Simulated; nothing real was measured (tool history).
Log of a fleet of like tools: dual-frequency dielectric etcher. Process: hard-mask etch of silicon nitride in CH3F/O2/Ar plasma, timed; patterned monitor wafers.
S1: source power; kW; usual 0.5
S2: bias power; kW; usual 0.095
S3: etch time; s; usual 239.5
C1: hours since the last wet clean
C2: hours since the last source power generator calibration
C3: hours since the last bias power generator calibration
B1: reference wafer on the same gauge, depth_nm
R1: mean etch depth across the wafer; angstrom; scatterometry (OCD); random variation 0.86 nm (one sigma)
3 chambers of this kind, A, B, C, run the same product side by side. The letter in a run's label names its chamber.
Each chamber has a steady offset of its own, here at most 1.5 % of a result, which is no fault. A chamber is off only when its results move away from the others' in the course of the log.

{"run": "1C", "hour": 9.6, "S1": 0.5, "S2": 0.095, "S3": 239.5, "C1": 134.1, "C2": 1275.6, "C3": 870, "B1": 227.04, "R1": 1995.6}
{"run": "2B", "hour": 19.4, "S1": 0.5, "S2": 0.095, "S3": 239.5, "C1": 260, "C2": 388.7, "C3": 1952.2, "B1": 227.03, "R1": 1987.5}
{"run": "3A", "hour": 28.7, "S1": 0.5, "S2": 0.095, "S3": 239.5, "C1": 303.6, "C2": 524.9, "C3": 1382.2, "B1": 226.81, "R1": 2003.6}
{"run": "4C", "hour": 39.2, "S1": 0.5, "S2": 0.095, "S3": 239.5, "C1": 163.7, "C2": 1305.2, "C3": 899.6, "B1": 227.09, "R1": 1999.8}
{"run": "5B", "hour": 49.1, "S1": 0.5, "S2": 0.095, "S3": 239.5, "C1": 289.7, "C2": 418.4, "C3": 1981.9, "B1": 227.16, "R1": 2001.4}
{"run": "6A", "hour": 58.0, "S1": 0.5, "S2": 0.095, "S3": 299, "C1": 332.9, "C2": 554.2, "C3": 1411.5, "B1": 227.01, "R1": 2512.4}
{"run": "7A", "hour": 70.5, "S1": 0.5, "S2": 0.095, "S3": 299, "C1": 345.4, "C2": 566.7, "C3": 1424, "B1": 227.13, "R1": 2498.6}
{"run": "8C", "hour": 85.5, "S1": 0.5, "S2": 0.095, "S3": 299, "C1": 210, "C2": 1351.5, "C3": 945.9, "B1": 226.87, "R1": 2487.2}
{"run": "9B", "hour": 92.7, "S1": 0.5, "S2": 0.095, "S3": 239.5, "C1": 333.3, "C2": 462, "C3": 2025.5, "B1": 226.92, "R1": 1978.7}
{"run": "10B", "hour": 104.9, "S1": 0.5, "S2": 0.095, "S3": 239.5, "C1": 345.5, "C2": 474.2, "C3": 2037.7, "B1": 226.81, "R1": 1986}
{"run": "11C", "hour": 111.6, "S1": 0.5, "S2": 0.095, "S3": 239.5, "C1": 236.1, "C2": 1377.6, "C3": 972, "B1": 226.87, "R1": 1990.4}
{"run": "12A", "hour": 122.7, "S1": 0.5, "S2": 0.095, "S3": 239.5, "C1": 397.6, "C2": 618.9, "C3": 1476.2, "B1": 226.8, "R1": 1999.1}
{"run": "13A", "hour": 129.3, "S1": 0.5, "S2": 0.095, "S3": 239.5, "C1": 404.2, "C2": 625.5, "C3": 1482.8, "B1": 227.05, "R1": 2011.2}
{"hour": 137.2, "done": "chamber B: wet clean of the chamber"}
{"run": "14B", "hour": 140.4, "S1": 0.5, "S2": 0.095, "S3": 239.5, "C1": 3.3, "C2": 509.7, "C3": 2073.2, "B1": 227.08, "R1": 1985.3}
{"run": "15C", "hour": 154.1, "S1": 0.5, "S2": 0.095, "S3": 239.5, "C1": 278.6, "C2": 1420.1, "C3": 1014.5, "B1": 226.9, "R1": 1997}
{"run": "16B", "hour": 165.2, "S1": 0.5, "S2": 0.095, "S3": 239.5, "C1": 28.1, "C2": 534.5, "C3": 2098, "B1": 226.94, "R1": 1992.4}
{"run": "17A", "hour": 179.4, "S1": 0.5, "S2": 0.095, "S3": 239.5, "C1": 454.3, "C2": 675.6, "C3": 1532.9, "B1": 226.93, "R1": 1984.9}
{"run": "18C", "hour": 187.2, "S1": 0.5, "S2": 0.095, "S3": 239.5, "C1": 311.7, "C2": 1453.2, "C3": 1047.6, "B1": 226.95, "R1": 1980.9}
{"run": "19C", "hour": 198.7, "S1": 0.5, "S2": 0.095, "S3": 239.5, "C1": 323.2, "C2": 1464.7, "C3": 1059.1, "B1": 227.17, "R1": 1983}
{"run": "20B", "hour": 206.1, "S1": 0.5, "S2": 0.095, "S3": 239.5, "C1": 69, "C2": 575.4, "C3": 2138.9, "B1": 227.09, "R1": 1978.1}
{"run": "21A", "hour": 218.4, "S1": 0.5, "S2": 0.095, "S3": 239.5, "C1": 493.3, "C2": 714.6, "C3": 1571.9, "B1": 226.81, "R1": 1975.2}
{"run": "22A", "hour": 228.5, "S1": 0.5, "S2": 0.095, "S3": 239.5, "C1": 503.4, "C2": 724.7, "C3": 1582, "B1": 227.15, "R1": 1983.4}
{"run": "23C", "hour": 236.3, "S1": 0.5, "S2": 0.095, "S3": 239.5, "C1": 360.8, "C2": 1502.3, "C3": 1096.7, "B1": 227.43, "R1": 1996.9}
{"run": "24B", "hour": 246.1, "S1": 0.5, "S2": 0.095, "S3": 239.5, "C1": 109, "C2": 615.4, "C3": 2178.9, "B1": 226.89, "R1": 1981.3}
{"run": "25B", "hour": 261.3, "S1": 0.5, "S2": 0.095, "S3": 239.5, "C1": 124.2, "C2": 630.6, "C3": 2194.1, "B1": 227.04, "R1": 1977.1}
{"run": "26A", "hour": 267.9, "S1": 0.5, "S2": 0.095, "S3": 239.5, "C1": 542.8, "C2": 764.1, "C3": 1621.4, "B1": 226.96, "R1": 1968.2}
{"run": "27C", "hour": 280.8, "S1": 0.5, "S2": 0.095, "S3": 239.5, "C1": 405.3, "C2": 1546.8, "C3": 1141.2, "B1": 226.91, "R1": 1970.7}
{"run": "28A", "hour": 293.0, "S1": 0.5, "S2": 0.095, "S3": 239.5, "C1": 567.9, "C2": 789.2, "C3": 1646.5, "B1": 226.97, "R1": 1957}
{"run": "29B", "hour": 302.2, "S1": 0.5, "S2": 0.095, "S3": 239.5, "C1": 165.1, "C2": 671.5, "C3": 2235, "B1": 227.08, "R1": 1979.5}
{"run": "30C", "hour": 313.0, "S1": 0.5, "S2": 0.095, "S3": 239.5, "C1": 437.5, "C2": 1579, "C3": 1173.4, "B1": 227.07, "R1": 1970.2}
{"run": "31B", "hour": 325.8, "S1": 0.5, "S2": 0.095, "S3": 239.5, "C1": 188.7, "C2": 695.1, "C3": 2258.6, "B1": 227.42, "R1": 1986.2}
{"run": "32C", "hour": 336.0, "S1": 0.5, "S2": 0.095, "S3": 239.5, "C1": 460.5, "C2": 1602, "C3": 1196.4, "B1": 227.1, "R1": 1984}
{"run": "33A", "hour": 343.5, "S1": 0.4, "S2": 0.103, "S3": 239.5, "C1": 618.4, "C2": 839.7, "C3": 1697, "B1": 226.83, "R1": 1833.9}
{"run": "34C", "hour": 356.3, "S1": 0.4, "S2": 0.103, "S3": 239.5, "C1": 480.8, "C2": 1622.3, "C3": 1216.7, "B1": 226.89, "R1": 1883.3}
{"run": "35A", "hour": 365.2, "S1": 0.4, "S2": 0.103, "S3": 239.5, "C1": 640.1, "C2": 861.4, "C3": 1718.7, "B1": 226.87, "R1": 1824.6}

What goes on in this fleet: one chamber off, a drifting gauge, or nothing beyond the chambers' own small offsets? Name the chamber and the cause, if any.

Chamber A drifts away from the others.
Cause: etch rate under this chamber's usual, % = 4.1.

Here are 4 candidates for chamber A's next run, each the usual settings with a change, their results left as question marks. Which one brings its results back in line with what the others give on the usual settings?
In line means no further than this from the other chambers' mean on the usual settings: R1 30 angstrom
{"run": "36A-1", "hour": 376.0, "S1": 0.5, "S2": 0.094, "S3": 233.5, "R1": "?"}
{"run": "36A-2", "hour": 376.0, "S1": 0.49, "S2": 0.094, "S3": 228, "R1": "?"}
{"run": "36A-3", "hour": 376.0, "S1": 0.51, "S2": 0.096, "S3": 251, "R1": "?"}
{"run": "36A-4", "hour": 376.0, "S1": 0.5, "S2": 0.103, "S3": 239.5, "R1": "?"}

The other chambers' mean on the usual settings: R1 1987.2 angstrom
run=36A-1 R1=1870.8
run=36A-2 R1=1813
run=36A-3 R1=2041.4
run=36A-4 R1=1983.4
36A-4 brings the chamber back in line.
